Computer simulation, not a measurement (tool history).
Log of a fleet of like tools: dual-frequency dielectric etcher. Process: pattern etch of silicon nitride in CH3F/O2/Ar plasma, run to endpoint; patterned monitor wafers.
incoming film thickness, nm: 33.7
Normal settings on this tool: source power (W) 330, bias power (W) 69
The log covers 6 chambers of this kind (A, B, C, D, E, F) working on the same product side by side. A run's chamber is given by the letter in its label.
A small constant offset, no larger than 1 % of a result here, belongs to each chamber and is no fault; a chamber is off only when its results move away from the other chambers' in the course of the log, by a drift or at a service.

{"hour": 5.2, "done": "chamber E: wet clean of the chamber"}
{"run": "1F", "hour": 5.9, "source power (W)": 330, "bias power (W)": 69, "endpoint time (s)": 53.004}
{"run": "2E", "hour": 9.0, "source power (W)": 330, "bias power (W)": 69, "endpoint time (s)": 53.522}
{"run": "3C", "hour": 12.2, "source power (W)": 330, "bias power (W)": 69, "endpoint time (s)": 53.212}
{"run": "4B", "hour": 16.9, "source power (W)": 330, "bias power (W)": 69, "endpoint time (s)": 53.648}
{"run": "5D", "hour": 23.0, "source power (W)": 250, "bias power (W)": 69, "endpoint time (s)": 60.147}
{"run": "6A", "hour": 26.7, "source power (W)": 250, "bias power (W)": 69, "endpoint time (s)": 58.574}
{"hour": 32.0, "done": "chamber B: wet clean of the chamber"}
{"run": "7D", "hour": 32.2, "source power (W)": 250, "bias power (W)": 69, "endpoint time (s)": 59.325}
{"run": "8B", "hour": 38.3, "source power (W)": 250, "bias power (W)": 69, "endpoint time (s)": 59.631}
{"run": "9A", "hour": 42.6, "source power (W)": 250, "bias power (W)": 69, "endpoint time (s)": 59.016}
{"run": "10F", "hour": 47.9, "source power (W)": 250, "bias power (W)": 69, "endpoint time (s)": 58.944}
{"run": "11C", "hour": 51.4, "source power (W)": 330, "bias power (W)": 69, "endpoint time (s)": 53.379}
{"hour": 54.5, "done": "chamber F: wet clean of the chamber"}
{"run": "12E", "hour": 54.8, "source power (W)": 330, "bias power (W)": 69, "endpoint time (s)": 53.28}
{"run": "13F", "hour": 60.6, "source power (W)": 330, "bias power (W)": 69, "endpoint time (s)": 54.946}
{"run": "14E", "hour": 64.8, "source power (W)": 250, "bias power (W)": 69, "endpoint time (s)": 59.591}
{"run": "15D", "hour": 69.4, "source power (W)": 250, "bias power (W)": 69, "endpoint time (s)": 60.045}
{"run": "16A", "hour": 73.6, "source power (W)": 250, "bias power (W)": 69, "endpoint time (s)": 58.929}
{"run": "17C", "hour": 76.6, "source power (W)": 250, "bias power (W)": 69, "endpoint time (s)": 59.164}
{"run": "18B", "hour": 81.5, "source power (W)": 250, "bias power (W)": 69, "endpoint time (s)": 59.877}
{"run": "19D", "hour": 86.8, "source power (W)": 250, "bias power (W)": 69, "endpoint time (s)": 60.1}
{"run": "20E", "hour": 91.0, "source power (W)": 330, "bias power (W)": 69, "endpoint time (s)": 53.905}
{"run": "21B", "hour": 95.7, "source power (W)": 360, "bias power (W)": 55, "endpoint time (s)": 56.326}
{"run": "22C", "hour": 98.4, "source power (W)": 360, "bias power (W)": 55, "endpoint time (s)": 55.819}
{"run": "23A", "hour": 102.6, "source power (W)": 360, "bias power (W)": 55, "endpoint time (s)": 55.152}
{"run": "24F", "hour": 107.5, "source power (W)": 360, "bias power (W)": 55, "endpoint time (s)": 56.838}
{"run": "25A", "hour": 110.3, "source power (W)": 360, "bias power (W)": 55, "endpoint time (s)": 55.229}
{"run": "26D", "hour": 115.4, "source power (W)": 360, "bias power (W)": 55, "endpoint time (s)": 56.084}
{"run": "27B", "hour": 120.4, "source power (W)": 330, "bias power (W)": 69, "endpoint time (s)": 54.045}
{"run": "28C", "hour": 125.6, "source power (W)": 330, "bias power (W)": 69, "endpoint time (s)": 53.448}
{"run": "29E", "hour": 129.1, "source power (W)": 330, "bias power (W)": 69, "endpoint time (s)": 53.72}
{"run": "30F", "hour": 131.9, "source power (W)": 330, "bias power (W)": 69, "endpoint time (s)": 54.676}
{"run": "31E", "hour": 134.7, "source power (W)": 370, "bias power (W)": 57, "endpoint time (s)": 54.917}
{"run": "32A", "hour": 137.6, "source power (W)": 370, "bias power (W)": 57, "endpoint time (s)": 53.79}
{"run": "33D", "hour": 141.0, "source power (W)": 370, "bias power (W)": 57, "endpoint time (s)": 54.837}
{"run": "34F", "hour": 146.1, "source power (W)": 370, "bias power (W)": 57, "endpoint time (s)": 55.669}
{"hour": 146.7, "done": "chamber B: bias power generator calibrated"}
{"run": "35B", "hour": 150.3, "source power (W)": 370, "bias power (W)": 57, "endpoint time (s)": 54.78}
{"run": "36C", "hour": 153.9, "source power (W)": 370, "bias power (W)": 57, "endpoint time (s)": 54.337}
{"run": "37A", "hour": 158.5, "source power (W)": 330, "bias power (W)": 69, "endpoint time (s)": 52.202}

Read the log: is a single chamber off, either drifting away or since a service, is the gauge that measures every chamber drifting, or is nothing wrong beyond small per-chamber offsets? Name any odd chamber and what most likely caused it.

A service left chamber F off against the others.
Likeliest cause: etch rate under this chamber's usual, % = 3.27.

Below are 4 candidate recipes for chamber F's next run, each the usual settings with a change, their results shown as question marks. Which of them brings F's results back in line with what the other chambers give on the usual settings?
In-line tolerance around the mean of the other chambers on the usual settings: endpoint time (s) 0.630
{"run": "38F-1", "hour": 163.0, "source power (W)": 310, "bias power (W)": 65, "endpoint time (s)": "?"}
{"run": "38F-2", "hour": 163.0, "source power (W)": 370, "bias power (W)": 69, "endpoint time (s)": "?"}
{"run": "38F-3", "hour": 163.0, "source power (W)": 320, "bias power (W)": 67, "endpoint time (s)": "?"}
{"run": "38F-4", "hour": 163.0, "source power (W)": 330, "bias power (W)": 73, "endpoint time (s)": "?"}

The mean the other chambers reach with the usual settings: endpoint time (s) 53.407
run=38F-1 endpoint_time_(s)=56.983
run=38F-2 endpoint_time_(s)=52.215
run=38F-3 endpoint_time_(s)=55.725
run=38F-4 endpoint_time_(s)=53.483
38F-4 brings the chamber back in line.

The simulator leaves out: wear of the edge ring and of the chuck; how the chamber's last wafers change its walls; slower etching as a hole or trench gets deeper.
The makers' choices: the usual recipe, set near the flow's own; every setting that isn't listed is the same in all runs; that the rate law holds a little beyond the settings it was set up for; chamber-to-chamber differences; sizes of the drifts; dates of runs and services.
